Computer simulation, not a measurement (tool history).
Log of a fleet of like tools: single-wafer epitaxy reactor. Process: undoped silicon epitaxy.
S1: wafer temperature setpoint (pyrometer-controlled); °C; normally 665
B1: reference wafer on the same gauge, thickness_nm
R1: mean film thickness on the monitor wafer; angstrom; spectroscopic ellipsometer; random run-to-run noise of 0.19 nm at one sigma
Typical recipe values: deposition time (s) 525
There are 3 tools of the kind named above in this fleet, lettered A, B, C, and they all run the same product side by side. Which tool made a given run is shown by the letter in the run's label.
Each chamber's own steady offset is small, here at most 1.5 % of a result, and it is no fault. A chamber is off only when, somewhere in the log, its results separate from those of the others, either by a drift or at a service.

run 1A day=0.208 | S1=665 deposition_time_(s)=525 | B1=108.01 | R1=1212.7
run 2B day=0.479 | S1=665 deposition_time_(s)=525 | B1=108.05 | R1=1198.9
run 3C day=0.679 | S1=665 deposition_time_(s)=525 | B1=108.06 | R1=1222.9
run 4A day=1.017 | S1=665 deposition_time_(s)=525 | B1=108.07 | R1=1216.1
run 5B day=1.229 | S1=665 deposition_time_(s)=525 | B1=108.09 | R1=1204.8
run 6C day=1.433 | S1=665 deposition_time_(s)=525 | B1=108.09 | R1=1224.5
run 7A day=1.679 | S1=652 deposition_time_(s)=601 | B1=108.1 | R1=1048.4
run 8C day=1.888 | S1=652 deposition_time_(s)=601 | B1=108.15 | R1=1053.8
run 9B day=2.1 | S1=652 deposition_time_(s)=601 | B1=108.14 | R1=1041
run 10C day=2.283 | S1=665 deposition_time_(s)=525 | B1=108.13 | R1=1224.7
run 11B day=2.629 | S1=665 deposition_time_(s)=525 | B1=108.13 | R1=1204.5
run 12A day=2.825 | S1=665 deposition_time_(s)=525 | B1=108.19 | R1=1216.5
run 13B day=3.138 | S1=654 deposition_time_(s)=525 | B1=108.23 | R1=952.69
run 14A day=3.438 | S1=654 deposition_time_(s)=525 | B1=108.23 | R1=959.25
run 15C day=3.679 | S1=654 deposition_time_(s)=525 | B1=108.27 | R1=966.31
run 16B day=3.912 | S1=665 deposition_time_(s)=525 | B1=108.25 | R1=1202.4
run 17C day=4.225 | S1=674 deposition_time_(s)=525 | B1=108.26 | R1=1483.5
run 18A day=4.558 | S1=674 deposition_time_(s)=525 | B1=108.29 | R1=1474
run 19B day=4.858 | S1=674 deposition_time_(s)=525 | B1=108.35 | R1=1458.1
run 20C day=5.112 | S1=672 deposition_time_(s)=563 | B1=108.29 | R1=1522.7
-- day=5.196 chamber B: pyrometer calibrated
run 21A day=5.496 | S1=672 deposition_time_(s)=563 | B1=108.36 | R1=1521.7
run 22A day=5.842 | S1=672 deposition_time_(s)=563 | B1=108.38 | R1=1518.9
run 23C day=6.171 | S1=665 deposition_time_(s)=525 | B1=108.38 | R1=1226.6
run 24B day=6.35 | S1=665 deposition_time_(s)=525 | B1=108.38 | R1=1208.5
run 25C day=6.596 | S1=670 deposition_time_(s)=598 | B1=108.38 | R1=1553.7
run 26B day=6.908 | S1=670 deposition_time_(s)=598 | B1=108.48 | R1=1526.9
run 27A day=7.162 | S1=670 deposition_time_(s)=598 | B1=108.44 | R1=1543.4
run 28C day=7.496 | S1=650 deposition_time_(s)=525 | B1=108.49 | R1=885.71
run 29B day=7.671 | S1=650 deposition_time_(s)=525 | B1=108.53 | R1=875.65
run 30A day=7.967 | S1=650 deposition_time_(s)=525 | B1=108.51 | R1=883.1
run 31B day=8.233 | S1=665 deposition_time_(s)=525 | B1=108.56 | R1=1206.9
run 32C day=8.471 | S1=665 deposition_time_(s)=525 | B1=108.52 | R1=1228
run 33A day=8.658 | S1=665 deposition_time_(s)=525 | B1=108.51 | R1=1222.2
run 34A day=8.925 | S1=665 deposition_time_(s)=525 | B1=108.58 | R1=1221.4
run 35C day=9.146 | S1=665 deposition_time_(s)=525 | B1=108.57 | R1=1228.6
run 36B day=9.417 | S1=665 deposition_time_(s)=525 | B1=108.59 | R1=1209.7
run 37B day=9.771 | S1=665 deposition_time_(s)=525 | B1=108.66 | R1=1212.4
run 38C day=9.983 | S1=665 deposition_time_(s)=525 | B1=108.58 | R1=1227.6
run 39A day=10.171 | S1=676 deposition_time_(s)=462 | B1=108.62 | R1=1358.3
run 40C day=10.462 | S1=676 deposition_time_(s)=462 | B1=108.68 | R1=1364.7

Read the log: is a single chamber off, either drifting away or since a service, is the gauge that measures every chamber drifting, or is nothing wrong beyond small per-chamber offsets? Name any odd chamber and what most likely caused it.

None of the chambers is off. What moves is the gauge, dragging all their readings along together.
Likeliest cause: gauge reads high (%) = 0.634.

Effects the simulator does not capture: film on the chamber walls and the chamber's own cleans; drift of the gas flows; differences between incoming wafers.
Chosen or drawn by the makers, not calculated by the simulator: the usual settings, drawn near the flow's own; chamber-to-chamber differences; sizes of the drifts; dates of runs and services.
